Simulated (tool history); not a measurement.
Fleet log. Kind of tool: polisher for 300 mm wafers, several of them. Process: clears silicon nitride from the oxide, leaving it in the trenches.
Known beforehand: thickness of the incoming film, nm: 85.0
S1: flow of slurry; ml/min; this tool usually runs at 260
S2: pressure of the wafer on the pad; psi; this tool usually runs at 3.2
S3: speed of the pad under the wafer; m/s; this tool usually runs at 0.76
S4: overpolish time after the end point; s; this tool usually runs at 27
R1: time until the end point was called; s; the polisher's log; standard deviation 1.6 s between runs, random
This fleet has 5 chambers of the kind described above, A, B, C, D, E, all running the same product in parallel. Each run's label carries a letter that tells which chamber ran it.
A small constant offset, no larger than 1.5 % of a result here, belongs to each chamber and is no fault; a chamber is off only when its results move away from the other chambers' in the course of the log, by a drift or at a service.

| run | hour | S1 | S2 | S3 | S4 | R1 |
|---|---|---|---|---|---|---|
| 1E | 4.0 | 260 | 3.2 | 0.76 | 27 | 91.497 |
| 2A | 9.0 | 260 | 3.2 | 0.76 | 27 | 92.772 |
|  | 10.5 | chamber A: slurry nozzle cleaned |
| 3D | 14.6 | 260 | 3.2 | 0.76 | 27 | 94.159 |
| 4B | 19.0 | 260 | 3.2 | 0.76 | 27 | 93.061 |
|  | 20.8 | chamber D: worn pad replaced by a new one |
|  | 20.9 | chamber E: worn pad replaced by a new one |
| 5C | 22.4 | 260 | 3.2 | 0.76 | 27 | 94.953 |
| 6B | 27.9 | 260 | 3.2 | 0.76 | 27 | 93.962 |
| 7E | 31.5 | 260 | 3.2 | 0.76 | 27 | 94.918 |
|  | 34.5 | chamber E: slurry nozzle cleaned |
| 8A | 35.5 | 260 | 3.2 | 0.76 | 27 | 93.561 |
| 9C | 39.6 | 260 | 3.5 | 0.62 | 27 | 102.210 |
| 10D | 44.3 | 260 | 3.5 | 0.62 | 27 | 106.530 |
|  | 48.5 | chamber A: head pressure recalibrated |
| 11E | 49.3 | 260 | 3.5 | 0.62 | 27 | 104.180 |
| 12B | 52.6 | 260 | 3.5 | 0.62 | 27 | 103.680 |
| 13D | 56.8 | 260 | 3.5 | 0.62 | 27 | 103.330 |
| 14C | 59.4 | 260 | 3.2 | 0.76 | 27 | 94.829 |
| 15A | 63.7 | 260 | 3.2 | 0.76 | 27 | 94.955 |
| 16E | 67.8 | 340 | 3.2 | 0.52 | 27 | 130.050 |
| 17A | 71.9 | 340 | 3.2 | 0.52 | 27 | 128.990 |
| 18B | 75.1 | 340 | 3.2 | 0.52 | 27 | 129.250 |
| 19D | 78.9 | 340 | 3.2 | 0.52 | 27 | 130.540 |
| 20C | 81.7 | 340 | 3.2 | 0.52 | 27 | 137.570 |
|  | 82.0 | chamber C: worn pad replaced by a new one |
|  | 86.7 | chamber A: worn pad replaced by a new one |
| 21C | 87.5 | 260 | 3.2 | 0.76 | 27 | 93.630 |
| 22A | 92.6 | 260 | 3.2 | 0.76 | 27 | 95.199 |
|  | 95.1 | chamber B: worn pad replaced by a new one |
| 23D | 95.9 | 260 | 3.2 | 0.76 | 27 | 94.146 |
| 24B | 99.8 | 260 | 3.2 | 1.00 | 16 | 70.953 |
| 25E | 105.3 | 260 | 3.2 | 1.00 | 16 | 72.686 |
| 26A | 108.8 | 260 | 3.2 | 1.00 | 16 | 72.270 |
| 27D | 114.2 | 260 | 3.2 | 1.00 | 16 | 70.886 |
| 28C | 118.1 | 260 | 3.2 | 1.00 | 16 | 72.299 |
|  | 120.3 | chamber E: worn pad replaced by a new one |
| 29B | 123.2 | 260 | 3.2 | 0.76 | 27 | 93.310 |
| 30E | 127.5 | 315 | 2.2 | 0.76 | 27 | 131.810 |
| 31C | 132.8 | 315 | 2.2 | 0.76 | 27 | 132.570 |
|  | 135.2 | chamber D: worn pad replaced by a new one |
| 32D | 137.4 | 315 | 2.2 | 0.76 | 27 | 137.290 |
| 33E | 141.4 | 315 | 2.2 | 0.76 | 27 | 131.080 |
| 34A | 145.3 | 315 | 2.2 | 0.76 | 27 | 135.020 |
| 35B | 150.7 | 260 | 3.2 | 0.76 | 27 | 93.759 |
| 36C | 156.5 | 260 | 4.1 | 0.76 | 27 | 73.112 |

Read the log: is a single chamber off, either drifting away or since a service, is the gauge that measures every chamber drifting, or is nothing wrong beyond small per-chamber offsets? Name any odd chamber and what most likely caused it.

Neither any chamber nor the gauge drifts; the chambers differ only by their own small, steady offsets.
